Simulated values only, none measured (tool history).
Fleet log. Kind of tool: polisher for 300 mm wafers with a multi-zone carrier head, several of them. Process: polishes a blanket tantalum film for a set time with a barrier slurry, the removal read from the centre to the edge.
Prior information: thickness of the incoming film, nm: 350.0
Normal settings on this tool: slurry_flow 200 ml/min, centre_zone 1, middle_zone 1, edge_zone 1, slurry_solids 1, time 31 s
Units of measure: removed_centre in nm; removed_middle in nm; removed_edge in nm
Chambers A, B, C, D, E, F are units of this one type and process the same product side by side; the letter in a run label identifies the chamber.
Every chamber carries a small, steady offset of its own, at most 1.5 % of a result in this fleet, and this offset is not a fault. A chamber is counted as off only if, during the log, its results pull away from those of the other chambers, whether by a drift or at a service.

run 1A hour=5.6 | slurry_flow=200 centre_zone=1 middle_zone=1 edge_zone=1 slurry_solids=1 time=31 | removed_centre=65.31 removed_middle=64.277 removed_edge=65.584
-- hour=6.6 chamber C: worn pad replaced by a new one
run 2D hour=10.3 | slurry_flow=200 centre_zone=1 middle_zone=1 edge_zone=1 slurry_solids=1 time=31 | removed_centre=66.341 removed_middle=66.161 removed_edge=66.026
run 3C hour=14.2 | slurry_flow=200 centre_zone=1 middle_zone=1 edge_zone=1 slurry_solids=1 time=31 | removed_centre=65.233 removed_middle=65.695 removed_edge=66.959
-- hour=15.8 chamber D: worn pad replaced by a new one
run 4F hour=20.8 | slurry_flow=200 centre_zone=1 middle_zone=1 edge_zone=1 slurry_solids=1 time=31 | removed_centre=63.26 removed_middle=65.532 removed_edge=65.034
-- hour=23.5 chamber B: slurry nozzle cleaned
-- hour=26.9 chamber A: worn pad replaced by a new one
run 5B hour=27.3 | slurry_flow=200 centre_zone=1 middle_zone=1 edge_zone=1 slurry_solids=1 time=31 | removed_centre=67.541 removed_middle=66.114 removed_edge=66.014
-- hour=29.8 chamber F: worn pad replaced by a new one
run 6E hour=33.2 | slurry_flow=200 centre_zone=1 middle_zone=1 edge_zone=1 slurry_solids=1 time=31 | removed_centre=64.295 removed_middle=66.94 removed_edge=66.392
run 7F hour=37.4 | slurry_flow=200 centre_zone=1 middle_zone=1 edge_zone=1 slurry_solids=1 time=31 | removed_centre=66.308 removed_middle=65.895 removed_edge=66.337
run 8A hour=44.1 | slurry_flow=200 centre_zone=1 middle_zone=1 edge_zone=1 slurry_solids=1 time=35 | removed_centre=74.367 removed_middle=73.578 removed_edge=75.088
run 9D hour=47.5 | slurry_flow=200 centre_zone=1 middle_zone=1 edge_zone=1 slurry_solids=1 time=35 | removed_centre=73.41 removed_middle=73.579 removed_edge=74.51
-- hour=49.7 chamber B: worn pad replaced by a new one
run 10E hour=51.7 | slurry_flow=200 centre_zone=1 middle_zone=1 edge_zone=1 slurry_solids=1 time=35 | removed_centre=73.269 removed_middle=75.627 removed_edge=74.169
run 11B hour=56.3 | slurry_flow=200 centre_zone=1 middle_zone=1 edge_zone=1 slurry_solids=1 time=35 | removed_centre=75.378 removed_middle=75.271 removed_edge=75.15
run 12C hour=63.3 | slurry_flow=200 centre_zone=1 middle_zone=1 edge_zone=1 slurry_solids=1 time=35 | removed_centre=74.674 removed_middle=75.895 removed_edge=73.74
run 13B hour=68.6 | slurry_flow=200 centre_zone=1 middle_zone=1 edge_zone=1 slurry_solids=1 time=35 | removed_centre=74.238 removed_middle=73.337 removed_edge=75.416
-- hour=70.9 chamber E: worn pad replaced by a new one
run 14C hour=75.4 | slurry_flow=200 centre_zone=1 middle_zone=1 edge_zone=1 slurry_solids=1 time=31 | removed_centre=65.382 removed_middle=66.536 removed_edge=64.636
run 15E hour=82.8 | slurry_flow=200 centre_zone=0.94 middle_zone=1 edge_zone=1 slurry_solids=1.25 time=31 | removed_centre=64.898 removed_middle=68.445 removed_edge=68.276
run 16A hour=90.1 | slurry_flow=200 centre_zone=0.94 middle_zone=1 edge_zone=1 slurry_solids=1.25 time=31 | removed_centre=65.824 removed_middle=68.612 removed_edge=68.13
-- hour=92.8 chamber C: worn pad replaced by a new one
run 17D hour=94.1 | slurry_flow=200 centre_zone=0.94 middle_zone=1 edge_zone=1 slurry_solids=1.25 time=31 | removed_centre=65.772 removed_middle=70.437 removed_edge=69.359
run 18F hour=97.6 | slurry_flow=200 centre_zone=0.94 middle_zone=1 edge_zone=1 slurry_solids=1.25 time=31 | removed_centre=64.598 removed_middle=70.019 removed_edge=68.984
-- hour=99.2 chamber F: worn pad replaced by a new one
run 19E hour=104.3 | slurry_flow=200 centre_zone=0.94 middle_zone=1 edge_zone=1 slurry_solids=1.25 time=31 | removed_centre=65.011 removed_middle=69.676 removed_edge=69.809
run 20C hour=107.9 | slurry_flow=200 centre_zone=0.94 middle_zone=1 edge_zone=1 slurry_solids=1.25 time=31 | removed_centre=65.436 removed_middle=70.375 removed_edge=69.474
-- hour=111.3 chamber D: worn pad replaced by a new one
run 21A hour=113.1 | slurry_flow=200 centre_zone=1 middle_zone=1 edge_zone=1 slurry_solids=1 time=31 | removed_centre=65.478 removed_middle=65.288 removed_edge=64.187
run 22F hour=118 | slurry_flow=200 centre_zone=1 middle_zone=1 edge_zone=1 slurry_solids=1 time=31 | removed_centre=65.952 removed_middle=66.96 removed_edge=65.73
-- hour=124.6 chamber B: worn pad replaced by a new one
run 23D hour=125.4 | slurry_flow=200 centre_zone=1 middle_zone=1 edge_zone=1 slurry_solids=1 time=31 | removed_centre=65.457 removed_middle=64.929 removed_edge=66.94
-- hour=129.2 chamber A: worn pad replaced by a new one
run 24B hour=132.1 | slurry_flow=200 centre_zone=1 middle_zone=1 edge_zone=1 slurry_solids=1 time=31 | removed_centre=64.844 removed_middle=65.75 removed_edge=65.212
run 25F hour=138 | slurry_flow=200 centre_zone=1 middle_zone=1 edge_zone=1 slurry_solids=0.8 time=31 | removed_centre=59.747 removed_middle=61.362 removed_edge=61.162
run 26C hour=141.9 | slurry_flow=200 centre_zone=1 middle_zone=1 edge_zone=1 slurry_solids=0.8 time=31 | removed_centre=60.768 removed_middle=63.146 removed_edge=61.702
run 27D hour=146.8 | slurry_flow=200 centre_zone=1 middle_zone=1 edge_zone=1 slurry_solids=0.8 time=31 | removed_centre=59.813 removed_middle=61.024 removed_edge=62.301
run 28B hour=150.5 | slurry_flow=200 centre_zone=1 middle_zone=1 edge_zone=1 slurry_solids=0.8 time=31 | removed_centre=59.326 removed_middle=62.286 removed_edge=61.71
run 29E hour=154.6 | slurry_flow=200 centre_zone=1 middle_zone=1 edge_zone=1 slurry_solids=0.8 time=31 | removed_centre=61.171 removed_middle=60.954 removed_edge=61.893
-- hour=157.3 chamber E: worn pad replaced by a new one
run 30A hour=160.2 | slurry_flow=200 centre_zone=1 middle_zone=1 edge_zone=1 slurry_solids=0.8 time=31 | removed_centre=61.571 removed_middle=61.481 removed_edge=60.486
-- hour=160.3 chamber F: worn pad replaced by a new one
run 31F hour=164.5 | slurry_flow=200 centre_zone=1 middle_zone=1 edge_zone=1 slurry_solids=1 time=31 | removed_centre=64.366 removed_middle=66.988 removed_edge=65.596
run 32B hour=168.4 | slurry_flow=200 centre_zone=0.88 middle_zone=1.07 edge_zone=1 slurry_solids=1 time=31 | removed_centre=54.665 removed_middle=71.593 removed_edge=66.427
run 33E hour=175.8 | slurry_flow=200 centre_zone=0.88 middle_zone=1.07 edge_zone=1 slurry_solids=1 time=31 | removed_centre=57.013 removed_middle=70.027 removed_edge=64.992
run 34C hour=182.8 | slurry_flow=200 centre_zone=0.88 middle_zone=1.07 edge_zone=1 slurry_solids=1 time=31 | removed_centre=57.209 removed_middle=70.136 removed_edge=64.909
run 35A hour=188.6 | slurry_flow=200 centre_zone=0.88 middle_zone=1.07 edge_zone=1 slurry_solids=1 time=31 | removed_centre=56.41 removed_middle=70.597 removed_edge=64.586
run 36D hour=194 | slurry_flow=200 centre_zone=0.88 middle_zone=1.07 edge_zone=1 slurry_solids=1 time=31 | removed_centre=56.854 removed_middle=68.815 removed_edge=65.616
-- hour=195.1 chamber B: edge zone pressure recalibrated
run 37A hour=198.6 | slurry_flow=200 centre_zone=0.88 middle_zone=1.07 edge_zone=1 slurry_solids=1 time=31 | removed_centre=57.067 removed_middle=71.73 removed_edge=66.533
run 38E hour=202.7 | slurry_flow=200 centre_zone=1 middle_zone=1 edge_zone=1 slurry_solids=1 time=31 | removed_centre=65.149 removed_middle=65.279 removed_edge=66.521
-- hour=206.3 chamber B: worn pad replaced by a new one
-- hour=207.1 chamber F: edge zone pressure recalibrated
run 39F hour=207.1 | slurry_flow=200 centre_zone=1 middle_zone=1 edge_zone=1 slurry_solids=1 time=31 | removed_centre=63.831 removed_middle=65.452 removed_edge=63.758
run 40B hour=212.3 | slurry_flow=200 centre_zone=1 middle_zone=1 edge_zone=1 slurry_solids=1 time=31 | removed_centre=60.38 removed_middle=64.623 removed_edge=64.677

One chamber off, gauge drift, or nothing amiss beyond the chambers' own small offsets? If it is a chamber, which one, and what is the likeliest cause?

It is chamber B that slowly wanders off from its peers.
Cause: centre zone's pressure below its setpoint, % = 5.36.

Below are 4 candidate recipes for chamber B's next run, each the usual settings with a change, their results shown as question marks. Which of them brings B's results back in line with what the other chambers give on the usual settings?
Maximum distance from the other chambers' mean on the usual settings for a result to count as in line: removed_centre 2.5 nm; removed_middle 2.5 nm; removed_edge 2.7 nm
run 41B-1 hour=217.6 | slurry_flow=190 centre_zone=0.9 middle_zone=1.02 edge_zone=1.04 slurry_solids=1 time=31 | removed_centre=? removed_middle=? removed_edge=?
run 41B-2 hour=217.6 | slurry_flow=210 centre_zone=1.1 middle_zone=0.98 edge_zone=0.96 slurry_solids=1 time=31 | removed_centre=? removed_middle=? removed_edge=?
run 41B-3 hour=217.6 | slurry_flow=195 centre_zone=0.95 middle_zone=1.01 edge_zone=1.02 slurry_solids=1 time=31 | removed_centre=? removed_middle=? removed_edge=?
run 41B-4 hour=217.6 | slurry_flow=205 centre_zone=1.05 middle_zone=0.99 edge_zone=0.98 slurry_solids=1 time=31 | removed_centre=? removed_middle=? removed_edge=?

The other chambers' mean on the usual settings: removed_centre 65.127 nm; removed_middle 65.566 nm; removed_edge 65.469 nm
run=41B-1 removed_centre=54.554 removed_middle=65.891 removed_edge=66.162
run=41B-2 removed_centre=68.97 removed_middle=64.347 removed_edge=64.122
run=41B-3 removed_centre=58.135 removed_middle=65.528 removed_edge=65.671
run=41B-4 removed_centre=65.344 removed_middle=64.755 removed_edge=64.65
41B-4 puts the chamber back in line with the other chambers.
